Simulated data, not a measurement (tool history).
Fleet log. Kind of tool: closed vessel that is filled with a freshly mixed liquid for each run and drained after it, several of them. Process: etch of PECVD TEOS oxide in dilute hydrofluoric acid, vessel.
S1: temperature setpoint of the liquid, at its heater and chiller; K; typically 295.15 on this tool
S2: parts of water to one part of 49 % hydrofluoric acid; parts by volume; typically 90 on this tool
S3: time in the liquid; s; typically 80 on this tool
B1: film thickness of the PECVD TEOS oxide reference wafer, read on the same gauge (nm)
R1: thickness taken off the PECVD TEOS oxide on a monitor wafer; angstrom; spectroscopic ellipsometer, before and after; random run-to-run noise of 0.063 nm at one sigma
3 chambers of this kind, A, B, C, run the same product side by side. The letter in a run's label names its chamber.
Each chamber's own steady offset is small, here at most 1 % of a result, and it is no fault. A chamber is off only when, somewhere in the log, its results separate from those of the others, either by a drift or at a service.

{"run": "1C", "hour": 10.1, "S1": 295.15, "S2": 90, "S3": 80, "B1": 89.991, "R1": 69.946}
{"run": "2B", "hour": 19.1, "S1": 295.15, "S2": 90, "S3": 80, "B1": 89.97, "R1": 69.217}
{"run": "3A", "hour": 26.3, "S1": 295.15, "S2": 90, "S3": 80, "B1": 90.002, "R1": 70.012}
{"run": "4A", "hour": 33.5, "S1": 295.15, "S2": 90, "S3": 80, "B1": 90.007, "R1": 71.213}
{"run": "5B", "hour": 42.4, "S1": 298.15, "S2": 90, "S3": 80, "B1": 89.993, "R1": 79.489}
{"run": "6C", "hour": 49.8, "S1": 298.15, "S2": 90, "S3": 80, "B1": 90.001, "R1": 79.084}
{"run": "7A", "hour": 55.8, "S1": 298.15, "S2": 90, "S3": 80, "B1": 89.988, "R1": 79.591}
{"run": "8B", "hour": 64.5, "S1": 295.15, "S2": 60, "S3": 100, "B1": 89.988, "R1": 138.48}
{"run": "9C", "hour": 71.7, "S1": 295.15, "S2": 60, "S3": 100, "B1": 90.024, "R1": 133.35}
{"run": "10C", "hour": 80.8, "S1": 295.15, "S2": 60, "S3": 100, "B1": 89.985, "R1": 137.2}
{"run": "11A", "hour": 90.7, "S1": 299.65, "S2": 90, "S3": 80, "B1": 90.012, "R1": 86.531}
{"run": "12B", "hour": 95.7, "S1": 299.65, "S2": 90, "S3": 80, "B1": 90.022, "R1": 83.413}
{"run": "13A", "hour": 100.6, "S1": 299.65, "S2": 90, "S3": 80, "B1": 90.029, "R1": 85.646}
{"run": "14C", "hour": 107.5, "S1": 295.15, "S2": 90, "S3": 80, "B1": 89.978, "R1": 69.881}
{"run": "15B", "hour": 113.4, "S1": 295.15, "S2": 90, "S3": 80, "B1": 89.992, "R1": 70.656}
{"run": "16A", "hour": 122.2, "S1": 295.15, "S2": 90, "S3": 80, "B1": 90.019, "R1": 73.759}
{"run": "17B", "hour": 130.9, "S1": 295.15, "S2": 90, "S3": 80, "B1": 89.997, "R1": 70.302}
{"run": "18C", "hour": 137.2, "S1": 295.15, "S2": 120, "S3": 125, "B1": 90.006, "R1": 81.702}
{"run": "19A", "hour": 143.1, "S1": 295.15, "S2": 120, "S3": 125, "B1": 89.96, "R1": 84.03}
{"run": "20C", "hour": 150.4, "S1": 295.15, "S2": 120, "S3": 125, "B1": 90.014, "R1": 80.341}
{"run": "21B", "hour": 157.0, "S1": 290.15, "S2": 115, "S3": 80, "B1": 90.005, "R1": 44.322}
{"run": "22B", "hour": 162.6, "S1": 290.15, "S2": 115, "S3": 80, "B1": 89.997, "R1": 43.98}
{"run": "23A", "hour": 172.6, "S1": 290.15, "S2": 115, "S3": 80, "B1": 89.989, "R1": 46.551}
{"run": "24C", "hour": 182.1, "S1": 295.15, "S2": 90, "S3": 80, "B1": 89.964, "R1": 70.222}
{"run": "25C", "hour": 191.5, "S1": 295.15, "S2": 90, "S3": 80, "B1": 89.972, "R1": 69.819}
{"run": "26B", "hour": 197.6, "S1": 295.15, "S2": 90, "S3": 115, "B1": 90.005, "R1": 101.49}
{"run": "27A", "hour": 202.6, "S1": 295.15, "S2": 90, "S3": 115, "B1": 90.013, "R1": 110.9}
{"run": "28B", "hour": 211.4, "S1": 295.15, "S2": 90, "S3": 115, "B1": 89.981, "R1": 102.96}

What goes on in this fleet: one chamber off, a drifting gauge, or nothing beyond the chambers' own small offsets? Name the chamber and the cause, if any.

It is chamber A that slowly wanders off from its peers.
Cause: hydrofluoric acid flow above the setpoint (%) = 9.21.
Not necessarily distinguishable in this log from: liquid hotter than its thermometer reads (K).

Chamber A could run next with any of the 4 candidate recipes listed below; each alters the usual settings, and their results appear as question marks. Which one brings its results back in line with what the other chambers deliver on the usual settings?
A result is in line if it is within this distance of the other chambers' mean on the usual settings: R1 2.200 angstrom
{"run": "29A-1", "hour": 218.7, "S1": 295.15, "S2": 105, "S3": 80, "R1": "?"}
{"run": "29A-2", "hour": 218.7, "S1": 299.65, "S2": 90, "S3": 80, "R1": "?"}
{"run": "29A-3", "hour": 218.7, "S1": 292.65, "S2": 90, "S3": 80, "R1": "?"}
{"run": "29A-4", "hour": 218.7, "S1": 297.65, "S2": 90, "S3": 80, "R1": "?"}

Mean of the other chambers on the usual settings: R1 70.439 angstrom
run=29A-1 R1=66.110
run=29A-2 R1=93.806
run=29A-3 R1=70.824
run=29A-4 R1=86.728
29A-3 brings the chamber back in line.

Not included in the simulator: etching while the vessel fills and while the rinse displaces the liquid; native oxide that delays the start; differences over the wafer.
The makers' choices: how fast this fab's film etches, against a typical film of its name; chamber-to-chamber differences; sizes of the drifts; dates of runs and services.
